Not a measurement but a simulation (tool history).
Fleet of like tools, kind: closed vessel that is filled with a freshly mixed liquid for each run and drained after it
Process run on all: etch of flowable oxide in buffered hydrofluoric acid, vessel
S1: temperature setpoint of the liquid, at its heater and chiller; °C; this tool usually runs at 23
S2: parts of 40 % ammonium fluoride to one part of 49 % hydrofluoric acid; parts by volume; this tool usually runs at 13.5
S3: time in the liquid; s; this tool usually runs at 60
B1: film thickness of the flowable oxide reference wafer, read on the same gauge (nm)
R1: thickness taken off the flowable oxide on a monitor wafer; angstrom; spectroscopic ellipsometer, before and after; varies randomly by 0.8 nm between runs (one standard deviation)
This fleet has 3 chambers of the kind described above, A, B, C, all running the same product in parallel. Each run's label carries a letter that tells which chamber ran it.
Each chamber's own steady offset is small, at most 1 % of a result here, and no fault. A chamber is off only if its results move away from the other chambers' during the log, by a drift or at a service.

| run | hour | S1 | S2 | S3 | B1 | R1 |
|---|---|---|---|---|---|---|
| 1A | 8.2 | 23 | 13.5 | 60 | 69.946 | 999.75 |
| 2B | 14.4 | 23 | 13.5 | 60 | 70.009 | 999.59 |
| 3C | 23.4 | 23 | 13.5 | 60 | 69.984 | 998.08 |
| 4B | 30.1 | 23 | 13.5 | 60 | 70.04 | 1006.1 |
| 5C | 40.5 | 27 | 13.5 | 40 | 70.01 | 832.94 |
| 6A | 46.7 | 27 | 13.5 | 40 | 70.01 | 822.12 |
| 7A | 54.1 | 27 | 13.5 | 40 | 69.956 | 837.74 |
| 8B | 61.4 | 23 | 13.5 | 60 | 70.007 | 1007.8 |
| 9C | 69.7 | 23 | 13.5 | 60 | 69.997 | 1029.4 |
| 10A | 75.7 | 23 | 13.5 | 60 | 70.021 | 1003.5 |
| 11C | 83.6 | 23 | 13.5 | 60 | 69.979 | 1004.7 |
| 12B | 92 | 23 | 13.5 | 60 | 69.978 | 1006.7 |
| 13C | 99.4 | 23 | 13.5 | 60 | 70.015 | 1022.2 |
| 14A | 106.6 | 23 | 13.5 | 60 | 69.952 | 1002.4 |
| 15B | 113.7 | 23 | 13.5 | 60 | 70.001 | 1002.2 |
| 16B | 121.3 | 23 | 13.5 | 60 | 69.971 | 1006.3 |
| 17C | 126.5 | 23 | 13.5 | 60 | 69.989 | 1045.2 |
| 18A | 134.5 | 23 | 13.5 | 60 | 70.008 | 1003.1 |
| 19A | 142.6 | 23 | 13.5 | 60 | 69.958 | 996.75 |
|  | 149.3 | chamber B: hydrofluoric acid flow meter replaced |
| 20C | 150.1 | 23 | 13.5 | 60 | 70.021 | 1044.5 |
| 21B | 159.6 | 23 | 9 | 60 | 70.012 | 1444.2 |
| 22A | 165.4 | 23 | 9 | 60 | 70.036 | 1447.6 |
|  | 166.5 | chamber A: hydrofluoric acid flow meter replaced |
| 23B | 175.4 | 23 | 9 | 60 | 70.032 | 1463.2 |
| 24C | 182.6 | 23 | 13.5 | 60 | 69.98 | 1069.9 |
|  | 185.7 | chamber B: thermometer replaced |
| 25A | 188.9 | 23 | 13.5 | 60 | 69.984 | 1002.9 |
| 26C | 198.5 | 23 | 13.5 | 60 | 69.97 | 1077.8 |
| 27B | 206.9 | 23 | 13.5 | 60 | 69.981 | 996.87 |
| 28C | 213.7 | 23 | 13.5 | 60 | 70.008 | 1078.5 |

Which is it: a chamber that has drifted or been left off by a service, a gauge drift common to all chambers, or only each chamber's usual small offset? If a chamber is off, name it and its likeliest cause.

One chamber, C, drifts off from the rest bit by bit.
What lies behind it: hydrofluoric acid flow above the setpoint (%) = 7.92.
With only this log, it may be confused with: liquid hotter than its thermometer reads (K).

Which of the 4 candidates below, each the usual settings with something changed and its results left as question marks, puts chamber C back in line with what the other chambers give on the usual settings?
In line means no further than this from the other chambers' mean on the usual settings: R1 28 angstrom
| 29C-1 | 221.3 | 23 | 13.5 | 55 |  | ? |
| 29C-2 | 221.3 | 23 | 12.5 | 60 |  | ? |
| 29C-3 | 221.3 | 23 | 11.5 | 60 |  | ? |
| 29C-4 | 221.3 | 20 | 13.5 | 60 |  | ? |

Usual-settings mean across the other chambers: R1 1004 angstrom
| run | R1 |
|---|---|
| 29C-1 | 999.92 |
| 29C-2 | 1176.2 |
| 29C-3 | 1276 |
| 29C-4 | 925.12 |
29C-1 is the one that brings the chamber's results back in line with the other chambers.
